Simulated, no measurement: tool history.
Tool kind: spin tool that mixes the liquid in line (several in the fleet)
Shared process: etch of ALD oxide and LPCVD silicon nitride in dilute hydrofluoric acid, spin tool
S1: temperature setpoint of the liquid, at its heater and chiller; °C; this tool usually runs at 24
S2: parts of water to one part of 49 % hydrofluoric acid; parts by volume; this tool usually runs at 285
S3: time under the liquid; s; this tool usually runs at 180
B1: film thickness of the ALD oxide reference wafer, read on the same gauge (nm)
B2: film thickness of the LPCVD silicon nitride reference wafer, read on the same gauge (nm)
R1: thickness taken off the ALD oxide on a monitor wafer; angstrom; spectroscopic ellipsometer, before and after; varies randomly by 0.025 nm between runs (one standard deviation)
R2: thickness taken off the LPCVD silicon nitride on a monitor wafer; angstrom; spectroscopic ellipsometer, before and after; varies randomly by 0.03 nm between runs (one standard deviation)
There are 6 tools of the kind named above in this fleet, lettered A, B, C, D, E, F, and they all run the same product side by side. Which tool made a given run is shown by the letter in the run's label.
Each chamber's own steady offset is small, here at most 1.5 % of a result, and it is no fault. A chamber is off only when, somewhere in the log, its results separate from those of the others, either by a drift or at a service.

{"run": "1C", "hour": 5.9, "S1": 24, "S2": 285, "S3": 180, "B1": 89.97, "B2": 39.996, "R1": 54.062, "R2": 3.4285}
{"run": "2B", "hour": 14.5, "S1": 24, "S2": 285, "S3": 180, "B1": 89.996, "B2": 39.991, "R1": 55.601, "R2": 3.1145}
{"run": "3A", "hour": 20.7, "S1": 24, "S2": 285, "S3": 180, "B1": 90.019, "B2": 39.99, "R1": 54.625, "R2": 3.3538}
{"run": "4F", "hour": 28.1, "S1": 24, "S2": 285, "S3": 180, "B1": 90.039, "B2": 40.007, "R1": 55.712, "R2": 2.9771}
{"run": "5D", "hour": 33.7, "S1": 24, "S2": 285, "S3": 180, "B1": 89.997, "B2": 39.99, "R1": 55.184, "R2": 3.2992}
{"run": "6E", "hour": 40.6, "S1": 24, "S2": 285, "S3": 180, "B1": 90.016, "B2": 40.013, "R1": 54.552, "R2": 3.3476}
{"run": "7A", "hour": 46.2, "S1": 24, "S2": 285, "S3": 180, "B1": 90.001, "B2": 39.995, "R1": 54.969, "R2": 3.1749}
{"run": "8F", "hour": 51.6, "S1": 24, "S2": 285, "S3": 180, "B1": 90.035, "B2": 40.001, "R1": 55.423, "R2": 3.4193}
{"run": "9D", "hour": 60.0, "S1": 24, "S2": 285, "S3": 180, "B1": 90.006, "B2": 40, "R1": 55.259, "R2": 3.5763}
{"run": "10C", "hour": 67.9, "S1": 24, "S2": 285, "S3": 180, "B1": 90.014, "B2": 39.972, "R1": 55.015, "R2": 3.4064}
{"run": "11E", "hour": 73.7, "S1": 24, "S2": 285, "S3": 180, "B1": 90.031, "B2": 39.992, "R1": 54.608, "R2": 3.4637}
{"run": "12B", "hour": 81.6, "S1": 24, "S2": 285, "S3": 180, "B1": 89.967, "B2": 39.997, "R1": 55.733, "R2": 3.6325}
{"run": "13A", "hour": 88.2, "S1": 24, "S2": 285, "S3": 180, "B1": 89.984, "B2": 39.964, "R1": 55.622, "R2": 3.176}
{"run": "14F", "hour": 95.0, "S1": 24, "S2": 285, "S3": 180, "B1": 90.03, "B2": 40.011, "R1": 55.736, "R2": 3.517}
{"run": "15E", "hour": 99.7, "S1": 24, "S2": 285, "S3": 180, "B1": 89.991, "B2": 40.022, "R1": 54.896, "R2": 3.9904}
{"run": "16C", "hour": 105.3, "S1": 24, "S2": 285, "S3": 180, "B1": 90.017, "B2": 39.979, "R1": 54.442, "R2": 3.5503}
{"run": "17B", "hour": 109.4, "S1": 24, "S2": 285, "S3": 180, "B1": 90.01, "B2": 40.001, "R1": 54.791, "R2": 3.8971}
{"run": "18D", "hour": 116.9, "S1": 24, "S2": 285, "S3": 180, "B1": 89.971, "B2": 39.989, "R1": 55.405, "R2": 3.1854}
{"run": "19C", "hour": 122.4, "S1": 24, "S2": 285, "S3": 180, "B1": 89.994, "B2": 40.03, "R1": 54.737, "R2": 3.4048}
{"run": "20B", "hour": 131.2, "S1": 24, "S2": 285, "S3": 180, "B1": 89.996, "B2": 39.993, "R1": 55.403, "R2": 3.1274}
{"run": "21A", "hour": 138.1, "S1": 24, "S2": 285, "S3": 180, "B1": 90.01, "B2": 39.999, "R1": 55.495, "R2": 3.606}
{"run": "22F", "hour": 143.2, "S1": 24, "S2": 285, "S3": 180, "B1": 90.008, "B2": 40.006, "R1": 55.794, "R2": 3.1103}
{"run": "23E", "hour": 148.6, "S1": 24, "S2": 285, "S3": 180, "B1": 89.982, "B2": 40.006, "R1": 54.53, "R2": 3.5947}
{"run": "24D", "hour": 152.6, "S1": 24, "S2": 285, "S3": 180, "B1": 89.987, "B2": 40.005, "R1": 55.32, "R2": 3.5778}
{"run": "25E", "hour": 160.9, "S1": 24, "S2": 285, "S3": 180, "B1": 90.013, "B2": 40.007, "R1": 54.423, "R2": 3.3283}
{"run": "26C", "hour": 166.7, "S1": 24, "S2": 285, "S3": 180, "B1": 90.061, "B2": 40.032, "R1": 54.604, "R2": 2.9852}
{"run": "27F", "hour": 173.0, "S1": 24, "S2": 285, "S3": 180, "B1": 89.978, "B2": 40.005, "R1": 55.545, "R2": 3.0955}
{"run": "28D", "hour": 179.9, "S1": 28.5, "S2": 210, "S3": 180, "B1": 90.055, "B2": 39.985, "R1": 94.76, "R2": 6.4457}
{"run": "29B", "hour": 188.1, "S1": 28.5, "S2": 210, "S3": 180, "B1": 89.984, "B2": 40.007, "R1": 96.098, "R2": 5.3751}
{"run": "30A", "hour": 196.2, "S1": 28.5, "S2": 210, "S3": 180, "B1": 90, "B2": 40.031, "R1": 95.09, "R2": 5.9682}
{"run": "31D", "hour": 204.5, "S1": 28.5, "S2": 210, "S3": 180, "B1": 90.046, "B2": 39.997, "R1": 94.35, "R2": 6.3591}
{"run": "32F", "hour": 210.6, "S1": 28.5, "S2": 210, "S3": 180, "B1": 89.982, "B2": 40.009, "R1": 96.554, "R2": 5.6784}
{"run": "33A", "hour": 218.1, "S1": 28.5, "S2": 210, "S3": 180, "B1": 90.043, "B2": 40.011, "R1": 95.204, "R2": 5.5443}
{"hour": 226.2, "done": "chamber C: thermometer replaced"}
{"run": "34B", "hour": 226.8, "S1": 24, "S2": 285, "S3": 180, "B1": 89.975, "B2": 39.994, "R1": 55.111, "R2": 3.3122}
{"run": "35E", "hour": 232.9, "S1": 24, "S2": 285, "S3": 180, "B1": 90.003, "B2": 40.014, "R1": 55.051, "R2": 3.1885}
{"run": "36C", "hour": 240.0, "S1": 24, "S2": 285, "S3": 180, "B1": 90.03, "B2": 39.98, "R1": 54.675, "R2": 3.8084}
{"run": "37C", "hour": 248.8, "S1": 24, "S2": 285, "S3": 180, "B1": 89.95, "B2": 39.985, "R1": 54.794, "R2": 3.2221}
{"run": "38A", "hour": 255.1, "S1": 24, "S2": 285, "S3": 180, "B1": 90.014, "B2": 40.011, "R1": 55.488, "R2": 3.1628}
{"run": "39E", "hour": 263.1, "S1": 24, "S2": 285, "S3": 180, "B1": 90.017, "B2": 40.015, "R1": 54.869, "R2": 3.2598}
{"run": "40F", "hour": 268.5, "S1": 24, "S2": 285, "S3": 180, "B1": 90.003, "B2": 39.989, "R1": 55.772, "R2": 2.8218}
{"run": "41D", "hour": 276.0, "S1": 24, "S2": 285, "S3": 240, "B1": 89.992, "B2": 39.976, "R1": 73.557, "R2": 5.0135}
{"run": "42B", "hour": 285.2, "S1": 24, "S2": 285, "S3": 240, "B1": 89.984, "B2": 39.995, "R1": 73.339, "R2": 3.8257}

Has any chamber moved away from the others, gradually or after a service, or does the common gauge drift, or do the chambers differ only by their own small steady offsets? State the chamber and the most likely cause if one applies.

The fleet is healthy, with each chamber sitting at its usual small offset and no drift in the gauge.

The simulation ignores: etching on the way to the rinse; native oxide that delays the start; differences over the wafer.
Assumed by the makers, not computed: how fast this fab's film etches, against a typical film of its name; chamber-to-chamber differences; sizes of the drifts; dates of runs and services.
